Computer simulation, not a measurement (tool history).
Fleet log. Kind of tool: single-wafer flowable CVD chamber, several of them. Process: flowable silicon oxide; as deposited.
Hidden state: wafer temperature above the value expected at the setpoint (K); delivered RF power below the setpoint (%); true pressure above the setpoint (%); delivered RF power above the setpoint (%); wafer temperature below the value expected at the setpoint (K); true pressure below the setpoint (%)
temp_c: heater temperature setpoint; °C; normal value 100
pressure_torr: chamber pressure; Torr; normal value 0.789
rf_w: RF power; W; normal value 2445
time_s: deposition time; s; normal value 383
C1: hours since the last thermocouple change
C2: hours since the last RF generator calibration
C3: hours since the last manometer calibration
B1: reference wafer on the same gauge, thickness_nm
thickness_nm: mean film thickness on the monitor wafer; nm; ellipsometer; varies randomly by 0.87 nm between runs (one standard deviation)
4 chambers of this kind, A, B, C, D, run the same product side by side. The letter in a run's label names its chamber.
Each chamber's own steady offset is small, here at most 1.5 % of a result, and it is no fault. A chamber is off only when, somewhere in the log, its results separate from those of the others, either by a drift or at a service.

run 1D hour=7.7 | temp_c=100 pressure_torr=0.789 rf_w=2445 time_s=383 | C1=802.6 C2=1162.3 C3=742.6 | B1=212.03 | thickness_nm=238.57
run 2B hour=14.6 | temp_c=100 pressure_torr=0.789 rf_w=2445 time_s=383 | C1=2078.6 C2=718 C3=1145.3 | B1=211.96 | thickness_nm=235.9
run 3A hour=21.1 | temp_c=100 pressure_torr=0.789 rf_w=2445 time_s=383 | C1=887.3 C2=122.2 C3=653.2 | B1=212.19 | thickness_nm=235.3
run 4C hour=35 | temp_c=100 pressure_torr=0.789 rf_w=2445 time_s=383 | C1=2410.9 C2=1222.3 C3=1267.8 | B1=211.93 | thickness_nm=239.73
run 5A hour=47.9 | temp_c=100 pressure_torr=0.789 rf_w=2445 time_s=383 | C1=914.1 C2=149 C3=680 | B1=211.91 | thickness_nm=233.04
run 6D hour=62.6 | temp_c=100 pressure_torr=0.789 rf_w=2445 time_s=383 | C1=857.5 C2=1217.2 C3=797.5 | B1=211.94 | thickness_nm=236.11
run 7C hour=75.9 | temp_c=100 pressure_torr=0.789 rf_w=2445 time_s=383 | C1=2451.8 C2=1263.2 C3=1308.7 | B1=211.97 | thickness_nm=240.61
run 8B hour=90.6 | temp_c=100 pressure_torr=0.789 rf_w=2445 time_s=383 | C1=2154.6 C2=794 C3=1221.3 | B1=211.88 | thickness_nm=236.95
run 9C hour=100.4 | temp_c=100 pressure_torr=0.789 rf_w=2445 time_s=383 | C1=2476.3 C2=1287.7 C3=1333.2 | B1=211.83 | thickness_nm=239.92
run 10D hour=107.3 | temp_c=100 pressure_torr=0.789 rf_w=2445 time_s=383 | C1=902.2 C2=1261.9 C3=842.2 | B1=211.92 | thickness_nm=234.9
run 11A hour=113.7 | temp_c=100 pressure_torr=0.789 rf_w=2445 time_s=383 | C1=979.9 C2=214.8 C3=745.8 | B1=212.18 | thickness_nm=233.06
run 12B hour=120 | temp_c=100 pressure_torr=0.789 rf_w=2445 time_s=383 | C1=2184 C2=823.4 C3=1250.7 | B1=212.05 | thickness_nm=236.4
run 13B hour=132.4 | temp_c=100 pressure_torr=0.789 rf_w=2445 time_s=383 | C1=2196.4 C2=835.8 C3=1263.1 | B1=212 | thickness_nm=236.89
run 14C hour=145.3 | temp_c=100 pressure_torr=0.789 rf_w=2445 time_s=383 | C1=2521.2 C2=1332.6 C3=1378.1 | B1=211.96 | thickness_nm=238.79
-- hour=151.9 chamber C: thermocouple changed; heater temperature recalibrated
run 15D hour=157.6 | temp_c=100 pressure_torr=0.789 rf_w=2445 time_s=383 | C1=952.5 C2=1312.2 C3=892.5 | B1=211.94 | thickness_nm=238.24
-- hour=161.5 chamber C: RF generator calibrated
run 16A hour=168.9 | temp_c=100 pressure_torr=0.789 rf_w=2445 time_s=383 | C1=1035.1 C2=270 C3=801 | B1=212.06 | thickness_nm=234.29
run 17C hour=175.7 | temp_c=106 pressure_torr=0.634 rf_w=2445 time_s=383 | C1=23.9 C2=14.2 C3=1408.5 | B1=212.29 | thickness_nm=150.66
run 18B hour=186.7 | temp_c=106 pressure_torr=0.634 rf_w=2445 time_s=383 | C1=2250.7 C2=890.1 C3=1317.4 | B1=212.26 | thickness_nm=141.96
run 19A hour=198.3 | temp_c=106 pressure_torr=0.634 rf_w=2445 time_s=383 | C1=1064.5 C2=299.4 C3=830.4 | B1=212.26 | thickness_nm=141.51
run 20D hour=209 | temp_c=106 pressure_torr=0.634 rf_w=2445 time_s=383 | C1=1003.9 C2=1363.6 C3=943.9 | B1=211.95 | thickness_nm=144.15
run 21B hour=223.1 | temp_c=100 pressure_torr=0.789 rf_w=2445 time_s=383 | C1=2287.1 C2=926.5 C3=1353.8 | B1=211.83 | thickness_nm=235.03
run 22D hour=233.3 | temp_c=100 pressure_torr=0.789 rf_w=2445 time_s=383 | C1=1028.2 C2=1387.9 C3=968.2 | B1=211.98 | thickness_nm=238.65
run 23A hour=244 | temp_c=100 pressure_torr=0.789 rf_w=2445 time_s=383 | C1=1110.2 C2=345.1 C3=876.1 | B1=212.1 | thickness_nm=234.04
run 24C hour=253.2 | temp_c=100 pressure_torr=0.789 rf_w=2445 time_s=383 | C1=101.4 C2=91.7 C3=1486 | B1=211.87 | thickness_nm=248.21
run 25D hour=260.5 | temp_c=100 pressure_torr=0.789 rf_w=2445 time_s=383 | C1=1055.4 C2=1415.1 C3=995.4 | B1=212.17 | thickness_nm=238.56
run 26B hour=270.4 | temp_c=100 pressure_torr=0.789 rf_w=2445 time_s=383 | C1=2334.4 C2=973.8 C3=1401.1 | B1=212.04 | thickness_nm=237.25
-- hour=278.7 chamber D: RF generator calibrated
run 27C hour=281.1 | temp_c=100 pressure_torr=0.789 rf_w=2445 time_s=383 | C1=129.3 C2=119.6 C3=1513.9 | B1=211.9 | thickness_nm=247.41
run 28A hour=291 | temp_c=100 pressure_torr=0.639 rf_w=2445 time_s=354 | C1=1157.2 C2=392.1 C3=923.1 | B1=212.05 | thickness_nm=162.46
run 29B hour=297.4 | temp_c=100 pressure_torr=0.639 rf_w=2445 time_s=354 | C1=2361.4 C2=1000.8 C3=1428.1 | B1=211.87 | thickness_nm=164.55
-- hour=303.6 chamber C: capacitance manometer re-zeroed and calibrated
run 30D hour=305.8 | temp_c=100 pressure_torr=0.639 rf_w=2445 time_s=354 | C1=1100.7 C2=27.2 C3=1040.7 | B1=212.12 | thickness_nm=164.81
run 31C hour=312.4 | temp_c=100 pressure_torr=0.639 rf_w=2445 time_s=354 | C1=160.6 C2=150.9 C3=8.8 | B1=212.19 | thickness_nm=170.62
run 32A hour=323.1 | temp_c=100 pressure_torr=0.789 rf_w=2445 time_s=383 | C1=1189.3 C2=424.2 C3=955.2 | B1=211.96 | thickness_nm=232.64
run 33C hour=333.7 | temp_c=100 pressure_torr=0.789 rf_w=2445 time_s=383 | C1=181.9 C2=172.2 C3=30.1 | B1=211.99 | thickness_nm=247.04
run 34D hour=344.8 | temp_c=100 pressure_torr=0.789 rf_w=2445 time_s=383 | C1=1139.7 C2=66.2 C3=1079.7 | B1=211.84 | thickness_nm=238.09
run 35B hour=352.2 | temp_c=100 pressure_torr=0.789 rf_w=2445 time_s=383 | C1=2416.2 C2=1055.6 C3=1482.9 | B1=212.2 | thickness_nm=234.8
run 36A hour=361.4 | temp_c=86 pressure_torr=0.789 rf_w=2080 time_s=383 | C1=1227.6 C2=462.5 C3=993.5 | B1=211.99 | thickness_nm=355.4
run 37C hour=369.5 | temp_c=86 pressure_torr=0.789 rf_w=2080 time_s=383 | C1=217.7 C2=208 C3=65.9 | B1=211.85 | thickness_nm=375.32
run 38B hour=376.6 | temp_c=86 pressure_torr=0.789 rf_w=2080 time_s=383 | C1=2440.6 C2=1080 C3=1507.3 | B1=212.07 | thickness_nm=362.04
run 39A hour=389.3 | temp_c=86 pressure_torr=0.789 rf_w=2080 time_s=383 | C1=1255.5 C2=490.4 C3=1021.4 | B1=212.07 | thickness_nm=354.57
run 40D hour=399.1 | temp_c=100 pressure_torr=0.789 rf_w=2445 time_s=383 | C1=1194 C2=120.5 C3=1134 | B1=211.85 | thickness_nm=237.74

Next, every chamber runs the same settings. What will each give?
run 41A hour=409.6 | temp_c=100 pressure_torr=0.679 rf_w=2445 time_s=383 | thickness_nm=?
run 41B hour=409.6 | temp_c=100 pressure_torr=0.679 rf_w=2445 time_s=383 | thickness_nm=?
run 41C hour=409.6 | temp_c=100 pressure_torr=0.679 rf_w=2445 time_s=383 | thickness_nm=?
run 41D hour=409.6 | temp_c=100 pressure_torr=0.679 rf_w=2445 time_s=383 | thickness_nm=?

run=41A thickness_nm=191.57
run=41B thickness_nm=193.43
run=41C thickness_nm=201.3
run=41D thickness_nm=193.41

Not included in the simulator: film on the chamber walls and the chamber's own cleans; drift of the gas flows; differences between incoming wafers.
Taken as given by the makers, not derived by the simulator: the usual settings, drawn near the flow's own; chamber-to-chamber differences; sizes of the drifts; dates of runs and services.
